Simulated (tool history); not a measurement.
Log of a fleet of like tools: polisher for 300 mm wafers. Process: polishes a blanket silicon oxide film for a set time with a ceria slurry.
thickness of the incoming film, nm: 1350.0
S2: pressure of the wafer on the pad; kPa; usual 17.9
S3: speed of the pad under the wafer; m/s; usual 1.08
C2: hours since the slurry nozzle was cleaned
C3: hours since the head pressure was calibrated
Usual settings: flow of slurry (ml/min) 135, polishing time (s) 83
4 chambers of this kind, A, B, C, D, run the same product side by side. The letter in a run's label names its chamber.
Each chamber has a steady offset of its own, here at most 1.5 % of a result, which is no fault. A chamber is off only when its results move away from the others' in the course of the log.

Run 1C, hour 3.9: usual settings; wafers polished on this pad 868; C2 153.7; C3 376. Result: film removed (nm) 366.52.
Run 2A, hour 7.3: usual settings; wafers polished on this pad 501; C2 535; C3 214.6. Result: film removed (nm) 353.21.
Run 3B, hour 11.3: usual settings; wafers polished on this pad 658; C2 473; C3 173.8. Result: film removed (nm) 364.08.
Run 4D, hour 17.8: usual settings; wafers polished on this pad 502; C2 77; C3 174.1. Result: film removed (nm) 361.98.
Run 5B, hour 23.5: usual settings but S2 23.4 kPa, S3 1.4 m/s; wafers polished on this pad 763; C2 485.2; C3 186. Result: film removed (nm) 625.08.
Run 6C, hour 27.9: usual settings but S2 23.4 kPa, S3 1.4 m/s; wafers polished on this pad 1075; C2 177.7; C3 400. Result: film removed (nm) 611.08.
At hour 30.6: chamber C: worn pad replaced by a new one.
Run 7A, hour 32.3: usual settings but S2 23.4 kPa, S3 1.4 m/s; wafers polished on this pad 716; C2 560; C3 239.6. Result: film removed (nm) 602.53.
At hour 35.9: chamber C: head pressure recalibrated.
Run 8D, hour 37.3: usual settings but S2 23.4 kPa, S3 1.4 m/s; wafers polished on this pad 669; C2 96.5; C3 193.6. Result: film removed (nm) 611.79.
At hour 39.9: chamber D: worn pad replaced by a new one.
At hour 40.9: chamber B: slurry nozzle cleaned.
Run 9A, hour 42.1: usual settings; wafers polished on this pad 801; C2 569.8; C3 249.4. Result: film removed (nm) 358.08.
Run 10C, hour 45.8: usual settings; wafers polished on this pad 131; C2 195.6; C3 9.9. Result: film removed (nm) 367.47.
Run 11D, hour 49.8: usual settings but flow of slurry (ml/min) 155, S2 14.5 kPa; wafers polished on this pad 85; C2 109; C3 206.1. Result: film removed (nm) 299.54.
Run 12B, hour 54.8: usual settings but flow of slurry (ml/min) 155, S2 14.5 kPa; wafers polished on this pad 1033; C2 14; C3 217.3. Result: film removed (nm) 303.19.
Run 13C, hour 59.2: usual settings but flow of slurry (ml/min) 155, S2 14.5 kPa; wafers polished on this pad 246; C2 209; C3 23.3. Result: film removed (nm) 304.14.
Run 14A, hour 63.6: usual settings but flow of slurry (ml/min) 155, S2 14.5 kPa; wafers polished on this pad 986; C2 591.3; C3 270.9. Result: film removed (nm) 298.22.
At hour 66.9: chamber A: worn pad replaced by a new one.
Run 15D, hour 68.4: usual settings; wafers polished on this pad 246; C2 127.6; C3 224.7. Result: film removed (nm) 363.38.
Run 16B, hour 72.4: usual settings; wafers polished on this pad 1184; C2 31.6; C3 234.9. Result: film removed (nm) 360.02.
Run 17C, hour 75.3: usual settings; wafers polished on this pad 385; C2 225.1; C3 39.4. Result: film removed (nm) 362.61.
Run 18D, hour 79.4: usual settings; wafers polished on this pad 340; C2 138.6; C3 235.7. Result: film removed (nm) 356.3.
Run 19A, hour 83.2: usual settings; wafers polished on this pad 141; C2 610.9; C3 290.5. Result: film removed (nm) 360.1.
At hour 85.3: chamber B: worn pad replaced by a new one.
Run 20B, hour 87.7: usual settings; wafers polished on this pad 21; C2 46.9; C3 250.2. Result: film removed (nm) 368.81.
Run 21D, hour 92.7: usual settings but S3 1.26 m/s; wafers polished on this pad 455; C2 151.9; C3 249. Result: film removed (nm) 405.86.
Run 22C, hour 97.7: usual settings but S3 1.26 m/s; wafers polished on this pad 578; C2 247.5; C3 61.8. Result: film removed (nm) 427.16.
Run 23A, hour 103.4: usual settings but S3 1.26 m/s; wafers polished on this pad 315; C2 631.1; C3 310.7. Result: film removed (nm) 410.51.
Run 24B, hour 108.9: usual settings but S3 1.26 m/s; wafers polished on this pad 203; C2 68.1; C3 271.4. Result: film removed (nm) 433.06.
Run 25C, hour 112.2: usual settings but S3 1.34 m/s; wafers polished on this pad 703; C2 262; C3 76.3. Result: film removed (nm) 452.81.
Run 26B, hour 117.5: usual settings but S3 1.34 m/s; wafers polished on this pad 277; C2 76.7; C3 280. Result: film removed (nm) 455.37.
Run 27A, hour 121.8: usual settings but S3 1.34 m/s; wafers polished on this pad 473; C2 649.5; C3 329.1. Result: film removed (nm) 449.5.
Run 28D, hour 127.3: usual settings but S3 1.34 m/s; wafers polished on this pad 753; C2 186.5; C3 283.6. Result: film removed (nm) 416.97.
Run 29B, hour 133.5: usual settings; wafers polished on this pad 415; C2 92.7; C3 296. Result: film removed (nm) 359.48.

What goes on in this fleet: one chamber off, a drifting gauge, or nothing beyond the chambers' own small offsets? Name the chamber and the cause, if any.

Chamber D drifts away from the others.
Cause: slurry flow missing at the pad, % = 38.4.
The log may not tell that from: removal rate lost through wear of the pad, %; head's pressure below its setpoint, %.

Here are 4 candidates for chamber D's next run, each the usual settings with a change, their results left as question marks. Which one brings its results back in line with what the others give on the usual settings?
In line means no further than this from the other chambers' mean on the usual settings: film removed (nm) 16
Run 30D-1, hour 138.1: usual settings but S2 18.6 kPa, polishing time (s) 88. Result: film removed (nm) ?.
Run 30D-2, hour 138.1: usual settings but S2 16.5 kPa, S3 1.02 m/s, polishing time (s) 78. Result: film removed (nm) ?.
Run 30D-3, hour 138.1: usual settings but S2 17.2 kPa, S3 1.04 m/s, polishing time (s) 80. Result: film removed (nm) ?.
Run 30D-4, hour 138.1: usual settings but S2 20 kPa, S3 1.18 m/s. Result: film removed (nm) ?.

The other chambers' mean on the usual settings: film removed (nm) 360.41
  run  film removed (nm)
30D-1             355.43
30D-2             264.09
30D-3             287.84
30D-4              393.6
30D-1 brings the chamber back in line.

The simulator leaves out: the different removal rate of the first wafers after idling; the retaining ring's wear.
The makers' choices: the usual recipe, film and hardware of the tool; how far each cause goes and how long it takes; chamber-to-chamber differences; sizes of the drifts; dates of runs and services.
